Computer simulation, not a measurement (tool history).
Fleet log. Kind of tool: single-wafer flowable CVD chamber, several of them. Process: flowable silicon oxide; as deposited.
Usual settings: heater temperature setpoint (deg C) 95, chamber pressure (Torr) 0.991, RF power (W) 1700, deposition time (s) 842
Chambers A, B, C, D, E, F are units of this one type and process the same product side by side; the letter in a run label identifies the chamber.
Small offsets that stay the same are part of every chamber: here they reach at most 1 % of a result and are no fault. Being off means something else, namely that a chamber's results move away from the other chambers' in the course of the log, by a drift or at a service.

run,hour,heater temperature setpoint (deg C),chamber pressure (Torr),RF power (W),deposition time (s),"read-back reference wafer on the same gauge, thickness_nm",mean film thickness on the monitor wafer (angstrom)
1B,5.4,95,0.991,1700,842,744.08,7556.4
2A,9.1,95,0.991,1700,842,745.81,7555.5
3D,15,95,0.991,1700,842,745.13,7489.6
4C,18.6,95,0.991,1700,842,744.46,7396.7
5E,24.4,95,0.846,1550,842,745.25,5961.1
6F,32.2,95,0.846,1550,842,744.25,6110
7C,40.2,95,0.846,1550,842,744.64,5987.8
8F,48.2,95,0.846,1550,842,745,6140.3
9D,52.6,95,0.846,1550,842,745.06,5994.4
10B,60.8,95,0.846,1550,842,743.88,6085.9
11A,65.1,95,0.991,1700,842,744.46,7523.1
12E,72.4,95,0.991,1700,842,744.06,7511.2
13F,77,95,0.991,1700,842,745.35,7588.8
14D,82.6,87,0.991,1700,842,745.85,9807
15A,89.1,87,0.991,1700,842,744.29,9792.9
16E,92.8,87,0.991,1700,842,745.9,9562.5
17C,101.1,87,0.991,1700,842,744.53,9672.9
# hour 105.6: chamber F: thermocouple changed; heater temperature recalibrated
18B,106,87,0.991,1700,842,745.56,9808.6
19B,113.3,87,0.991,1700,842,745.14,9671.6
20F,119.4,95,0.991,1700,842,745.26,7604.4
21D,126.7,95,0.991,1700,842,743.57,7498.9
22C,130.9,95,0.991,1700,842,745.34,7472.9
23E,134.9,95,0.991,1700,842,744.49,7244.5
24A,141.7,95,0.991,1700,842,746.03,7616
25F,146.5,95,0.991,1700,842,744.61,7608.1
26B,152.1,95,0.991,1700,842,744.58,7517.7
27A,156,95,0.991,1535,842,745.08,7373.2
28E,164,95,0.991,1535,842,744.25,7080.2
29D,169.4,95,0.991,1535,842,745.96,7298.5
30C,176.3,95,0.991,1535,842,744.6,7294.9
31E,181.9,95,0.991,1535,842,745.18,7065.8
32A,186.1,95,0.991,1535,842,744.48,7326.1
33B,193.9,95,0.991,1700,842,745.25,7600.6
34D,198,95,0.991,1700,842,744.41,7494.5
35F,204.2,95,0.991,1700,842,744.86,7557.6
36C,211.3,95,1.225,1700,842,745.33,9546.2

Is one chamber out of step, is the gauge drifting, or do the chambers differ by no more than their own small offsets? For an off chamber, give its letter and the likeliest cause.

One chamber, E, drifts off from the rest bit by bit.
Cause: true pressure below the setpoint (%) = 3.72.
It could be hard to tell apart here from: wafer temperature above the value expected at the setpoint (K).

Below are 4 candidate recipes for chamber E's next run, each the usual settings with a change, their results shown as question marks. Which of them brings E's results back in line with what the other chambers give on the usual settings?
In line here means within this much of the mean the other chambers give on the usual settings: mean film thickness on the monitor wafer (angstrom) 140
37E-1,217.2,95,0.991,1700,751,,?
37E-2,217.2,95,1.073,1720,842,,?
37E-3,217.2,96,0.979,1700,842,,?
37E-4,217.2,95,1.021,1700,855,,?

The other chambers' mean on the usual settings: mean film thickness on the monitor wafer (angstrom) 7554.3
run,mean film thickness on the monitor wafer (angstrom)
37E-1,6403.5
37E-2,7957.4
37E-3,6841.3
37E-4,7568
With 37E-4, the chamber falls back in line with the rest.
